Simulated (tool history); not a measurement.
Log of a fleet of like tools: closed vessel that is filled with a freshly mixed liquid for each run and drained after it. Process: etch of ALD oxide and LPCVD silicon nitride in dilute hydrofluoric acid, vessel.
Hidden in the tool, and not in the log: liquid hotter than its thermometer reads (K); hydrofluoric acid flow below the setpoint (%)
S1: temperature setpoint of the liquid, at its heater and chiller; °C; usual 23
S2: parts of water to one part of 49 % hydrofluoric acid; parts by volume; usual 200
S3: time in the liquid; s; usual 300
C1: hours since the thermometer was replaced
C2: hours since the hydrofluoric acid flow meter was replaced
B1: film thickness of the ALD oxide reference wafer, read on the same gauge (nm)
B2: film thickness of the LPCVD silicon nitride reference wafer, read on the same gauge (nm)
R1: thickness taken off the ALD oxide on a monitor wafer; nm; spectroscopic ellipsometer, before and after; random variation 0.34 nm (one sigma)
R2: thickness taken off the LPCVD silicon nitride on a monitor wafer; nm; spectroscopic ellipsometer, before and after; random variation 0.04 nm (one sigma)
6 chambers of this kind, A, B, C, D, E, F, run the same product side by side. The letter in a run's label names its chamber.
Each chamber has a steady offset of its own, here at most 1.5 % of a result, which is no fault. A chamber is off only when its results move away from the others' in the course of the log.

| run | hour | S1 | S2 | S3 | C1 | C2 | B1 | B2 | R1 | R2 |
|---|---|---|---|---|---|---|---|---|---|---|
| 1C | 2.7 | 23 | 200 | 300 | 1132.9 | 1517.6 | 59.946 | 130 | 42.482 | 0.71106 |
| 2A | 5.3 | 23 | 200 | 300 | 390.3 | 1501.2 | 60.041 | 130.01 | 42.116 | 0.73821 |
| 3E | 9.3 | 23 | 200 | 300 | 260.7 | 887.6 | 60.008 | 130 | 41.002 | 0.66032 |
| 4B | 12.1 | 23 | 200 | 300 | 631.1 | 304.7 | 59.975 | 130 | 42.142 | 0.6904 |
| 5D | 15.2 | 23 | 200 | 300 | 465.3 | 543.8 | 59.985 | 130.04 | 41.089 | 0.68056 |
| 6F | 20.2 | 23 | 200 | 300 | 652.5 | 299.4 | 60.046 | 130.04 | 42.254 | 0.67704 |
| 7D | 24.2 | 23 | 200 | 300 | 474.3 | 552.8 | 59.97 | 129.97 | 42.18 | 0.76472 |
| 8A | 28.4 | 23 | 200 | 300 | 413.4 | 1524.3 | 60.011 | 130.03 | 41.215 | 0.6531 |
| 9F | 31.5 | 23 | 200 | 300 | 663.8 | 310.7 | 60.013 | 129.96 | 41.755 | 0.73206 |
| 10B | 34.5 | 23 | 200 | 300 | 653.5 | 327.1 | 59.978 | 130.03 | 42.285 | 0.6992 |
| 11C | 37 | 25 | 170 | 300 | 1167.2 | 1551.9 | 60.015 | 129.97 | 55.725 | 0.92982 |
| 12E | 41.8 | 25 | 170 | 300 | 293.2 | 920.1 | 59.986 | 130.04 | 54.231 | 0.93466 |
| 13D | 46.9 | 25 | 170 | 300 | 497 | 575.5 | 60.034 | 130.03 | 54.12 | 1.0114 |
| 14C | 50.1 | 25 | 170 | 300 | 1180.3 | 1565 | 59.959 | 130.06 | 54.477 | 0.85271 |
| 15E | 55 | 25 | 170 | 300 | 306.4 | 933.3 | 59.961 | 130.05 | 53.836 | 0.99557 |
| 16B | 59.4 | 25 | 170 | 300 | 678.4 | 352 | 59.988 | 129.99 | 54.736 | 0.95586 |
| 17A | 64.5 | 23 | 200 | 300 | 449.5 | 1560.4 | 59.989 | 129.94 | 41.546 | 0.64451 |
| 18F | 67.2 | 23 | 200 | 300 | 699.5 | 346.4 | 59.969 | 130.01 | 41.684 | 0.71184 |
| 19F | 70.8 | 23 | 200 | 300 | 703.1 | 350 | 60.022 | 130.01 | 42.162 | 0.72948 |
| 20B | 75.8 | 23 | 200 | 300 | 694.8 | 368.4 | 60.005 | 130.03 | 41.761 | 0.70282 |
| 21E | 78.4 | 23 | 200 | 300 | 329.8 | 956.7 | 59.983 | 130.02 | 41.508 | 0.70687 |
| 22A | 82.5 | 23 | 200 | 300 | 467.5 | 1578.4 | 59.986 | 130.01 | 41.477 | 0.69632 |
| 23D | 87.6 | 23 | 200 | 300 | 537.7 | 616.2 | 60.009 | 130 | 41.64 | 0.64584 |
| 24C | 91.1 | 23 | 200 | 300 | 1221.3 | 1606 | 59.986 | 130.07 | 40.517 | 0.64969 |
| 25A | 95.7 | 19.5 | 245 | 300 | 480.7 | 1591.6 | 59.988 | 130.01 | 28.778 | 0.47151 |
| 26E | 99.9 | 19.5 | 245 | 300 | 351.3 | 978.2 | 60.006 | 130.03 | 27.895 | 0.49014 |
| 27D | 103.8 | 19.5 | 245 | 300 | 553.9 | 632.4 | 60.053 | 130 | 28.595 | 0.4995 |
| 28F | 109.1 | 19.5 | 245 | 300 | 741.4 | 388.3 | 59.991 | 129.99 | 28.338 | 0.4665 |
| 29B | 112.5 | 19.5 | 245 | 300 | 731.5 | 405.1 | 60.016 | 130.01 | 28.832 | 0.47778 |
| 30C | 117.6 | 19.5 | 245 | 300 | 1247.8 | 1632.5 | 60.033 | 130.04 | 27.68 | 0.44516 |
| 31D | 122.7 | 23 | 200 | 300 | 572.8 | 651.3 | 59.969 | 130.01 | 41.535 | 0.73202 |
| 32E | 125.4 | 23 | 200 | 300 | 376.8 | 1003.7 | 59.991 | 129.97 | 40.549 | 0.75842 |
| 33C | 130 | 23 | 200 | 300 | 1260.2 | 1644.9 | 60.046 | 130 | 39.617 | 0.67178 |
| 34B | 134.4 | 23 | 200 | 460 | 753.4 | 427 | 59.975 | 129.98 | 62.579 | 1.0772 |
| 35F | 138.2 | 23 | 200 | 460 | 770.5 | 417.4 | 59.967 | 129.97 | 64.681 | 1.0622 |
| 36A | 142.1 | 23 | 200 | 460 | 527.1 | 1638 | 60.063 | 130.03 | 63.339 | 1.0048 |
| 37D | 145.1 | 23 | 200 | 460 | 595.2 | 673.7 | 59.996 | 129.95 | 64.383 | 1.1192 |
| 38F | 149.8 | 23 | 200 | 460 | 782.1 | 429 | 60.04 | 130.04 | 63.36 | 1.0273 |
| 39B | 154.9 | 23 | 200 | 460 | 773.9 | 447.5 | 60.041 | 130.02 | 64.636 | 1.1428 |
| 40A | 157.9 | 23 | 200 | 300 | 542.9 | 1653.8 | 60.012 | 130 | 41.229 | 0.70208 |

Next, every chamber runs the same settings. What will each give?
| 41A | 161.8 | 23 | 200 | 300 |  |  |  |  | ? | ? |
| 41B | 161.8 | 23 | 200 | 300 |  |  |  |  | ? | ? |
| 41C | 161.8 | 23 | 200 | 300 |  |  |  |  | ? | ? |
| 41D | 161.8 | 23 | 200 | 300 |  |  |  |  | ? | ? |
| 41E | 161.8 | 23 | 200 | 300 |  |  |  |  | ? | ? |
| 41F | 161.8 | 23 | 200 | 300 |  |  |  |  | ? | ? |

| run | R1 | R2 |
|---|---|---|
| 41A | 41.478 | 0.73709 |
| 41B | 41.825 | 0.66003 |
| 41C | 39.111 | 0.70225 |
| 41D | 41.867 | 0.68968 |
| 41E | 41.344 | 0.68084 |
| 41F | 42.646 | 0.70125 |

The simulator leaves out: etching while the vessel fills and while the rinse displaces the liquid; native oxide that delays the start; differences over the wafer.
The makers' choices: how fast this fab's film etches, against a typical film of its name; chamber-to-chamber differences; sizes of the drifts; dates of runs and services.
